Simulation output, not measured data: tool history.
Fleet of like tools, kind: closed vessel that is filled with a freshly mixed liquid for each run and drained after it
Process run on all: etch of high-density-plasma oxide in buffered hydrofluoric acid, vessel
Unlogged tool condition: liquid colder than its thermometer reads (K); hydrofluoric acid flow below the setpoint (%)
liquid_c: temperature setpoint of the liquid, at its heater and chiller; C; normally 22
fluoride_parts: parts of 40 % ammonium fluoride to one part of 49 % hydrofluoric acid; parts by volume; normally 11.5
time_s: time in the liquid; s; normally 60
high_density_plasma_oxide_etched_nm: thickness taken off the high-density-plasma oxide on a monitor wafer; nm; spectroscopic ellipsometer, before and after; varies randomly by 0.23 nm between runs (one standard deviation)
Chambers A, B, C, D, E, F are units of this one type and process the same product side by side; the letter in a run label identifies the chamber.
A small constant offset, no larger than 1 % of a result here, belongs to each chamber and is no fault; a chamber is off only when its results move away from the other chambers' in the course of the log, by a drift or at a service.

run   hour  liquid_c  fluoride_parts  time_s  hours since the thermometer was replaced  hours since the hydrofluoric acid flow meter was replaced  read-back film thickness of the high-density-plasma oxide reference wafer, read on the same gauge (nm)  high_density_plasma_oxide_etched_nm
 1F    6.6        22            11.5      60                                      1917                                                     1023.9                                                                                                  89.986                               58.786
 2D   12.7        22            11.5      60                                    1815.5                                                      200.6                                                                                                  90.016                               58.642
 3C   18.9        22            11.5      60                                     698.7                                                       55.9                                                                                                  90.006                               58.572
 4B   23.5        22            11.5      60                                     554.3                                                     1085.2                                                                                                  90.004                               58.512
 5E   32.3        22            11.5      60                                    2884.8                                                       53.4                                                                                                  90.006                               58.782
 6A   38.3        22            11.5      60                                    1373.1                                                      156.6                                                                                                  89.991                               58.148
 7E   43.8        22            11.5      60                                    2896.3                                                       64.9                                                                                                   90.06                               58.935
 8F   49.6        22            11.5      60                                      1960                                                     1066.9                                                                                                  90.006                                58.34
 9C   54.3        22            11.5      60                                     734.1                                                       91.3                                                                                                  89.999                               58.625
      55.4  -- chamber E: thermometer replaced
10B   58.5        22            11.5      60                                     589.3                                                     1120.2                                                                                                  89.995                                58.61
11A   64.9        22            11.5      60                                    1399.7                                                      183.2                                                                                                  90.014                               58.116
12D   71.7        22            11.5      30                                    1874.5                                                      259.6                                                                                                  90.044                               29.406
13D   76.2        22            11.5      30                                      1879                                                      264.1                                                                                                  89.982                               29.464
14F   82.4        22            11.5      30                                    1992.8                                                     1099.7                                                                                                      90                               29.297
15E   86.8        22            11.5      30                                      31.5                                                      107.9                                                                                                  90.048                                29.06
16B   91.2        22            11.5      30                                       622                                                     1152.9                                                                                                  89.968                               29.281
17C   96.6        22            11.5      30                                     776.4                                                      133.6                                                                                                  90.009                               29.345
18A  103.5        22            11.5      60                                    1438.3                                                      221.8                                                                                                   90.02                               58.114
19D  107.4        22            11.5      60                                    1910.2                                                      295.3                                                                                                  89.965                               59.111
20A  114.2        22            11.5      60                                      1449                                                      232.5                                                                                                  89.986                               58.122
21B  122.1        22               9      60                                     652.9                                                     1183.8                                                                                                  90.072                               72.144
22E  130.6        22               9      60                                      75.3                                                      151.7                                                                                                  90.038                                71.75
23F  135.7        22               9      60                                    2046.1                                                       1153                                                                                                  90.022                               72.204
24C  143.9        22               9      60                                     823.7                                                      180.9                                                                                                  90.002                               72.039
25F  148.6        22               9      60                                      2059                                                     1165.9                                                                                                  89.984                               71.762
26A  156.1        22               9      60                                    1490.9                                                      274.4                                                                                                  89.994                               71.302
27B    165        22            11.5      60                                     695.8                                                     1226.7                                                                                                  89.994                               57.691
28E    169        22            11.5      60                                     113.7                                                      190.1                                                                                                  89.963                                58.52
29C  175.4        22            11.5      60                                     855.2                                                      212.4                                                                                                  90.009                               58.059
30D    180        22            11.5      60                                    1982.8                                                      367.9                                                                                                  90.018                               58.436
31E    184        26            11.5      35                                     128.7                                                      205.1                                                                                                  90.008                               42.788
32F  191.2        26            11.5      35                                    2101.6                                                     1208.5                                                                                                  90.037                               42.292
33A    200        26            11.5      35                                    1534.8                                                      318.3                                                                                                  90.037                               41.787
34C  206.5        26            11.5      35                                     886.3                                                      243.5                                                                                                  89.986                               42.205
35D    212        26            11.5      35                                    2014.8                                                      399.9                                                                                                  90.001                               42.859
36B  219.9        26            11.5      35                                     750.7                                                     1281.6                                                                                                  89.959                               41.819
37A  228.4        22            11.5      60                                    1563.2                                                      346.7                                                                                                   89.95                               58.371
38C  234.4        26            11.5      45                                     914.2                                                      271.4                                                                                                   89.99                               54.594
39D  241.6        26            11.5      45                                    2044.4                                                      429.5                                                                                                  89.976                               55.031
40E  246.7        26            11.5      45                                     191.4                                                      267.8                                                                                                  89.982                               54.773
41B  255.1        26            11.5      45                                     785.9                                                     1316.8                                                                                                  89.979                               53.321
42F  261.8        26            11.5      45                                    2172.2                                                     1279.1                                                                                                  90.019                               54.736
43C  268.1        26            11.5      45                                     947.9                                                      305.1                                                                                                  90.006                               54.558

One chamber off, gauge drift, or nothing amiss beyond the chambers' own small offsets? If it is a chamber, which one, and what is the likeliest cause?

One chamber, B, drifts off from the rest bit by bit.
Cause: hydrofluoric acid flow below the setpoint (%) = 2.53.
The log might look much the same if the cause were instead: liquid colder than its thermometer reads (K).

Chamber B could run next with any of the 4 candidate recipes listed below; each alters the usual settings, and their results appear as question marks. Which one brings its results back in line with what the other chambers deliver on the usual settings?
Maximum distance from the other chambers' mean on the usual settings for a result to count as in line: high_density_plasma_oxide_etched_nm 0.8 nm
44B-1  274.5      21.5            11.5      60                                                                                                                                                                                                                                                 ?
44B-2  274.5        22              11      60                                                                                                                                                                                                                                                 ?
44B-3  274.5        21            11.5      60                                                                                                                                                                                                                                                 ?
44B-4  274.5      22.5            11.5      60                                                                                                                                                                                                                                                 ?

Average result of the remaining chambers running the usual settings: high_density_plasma_oxide_etched_nm 58.501 nm
  run  high_density_plasma_oxide_etched_nm
44B-1                               55.662
44B-2                               59.805
44B-3                               54.167
44B-4                               58.826
The answer is 44B-4, which returns the chamber to within the allowed miss of the others.

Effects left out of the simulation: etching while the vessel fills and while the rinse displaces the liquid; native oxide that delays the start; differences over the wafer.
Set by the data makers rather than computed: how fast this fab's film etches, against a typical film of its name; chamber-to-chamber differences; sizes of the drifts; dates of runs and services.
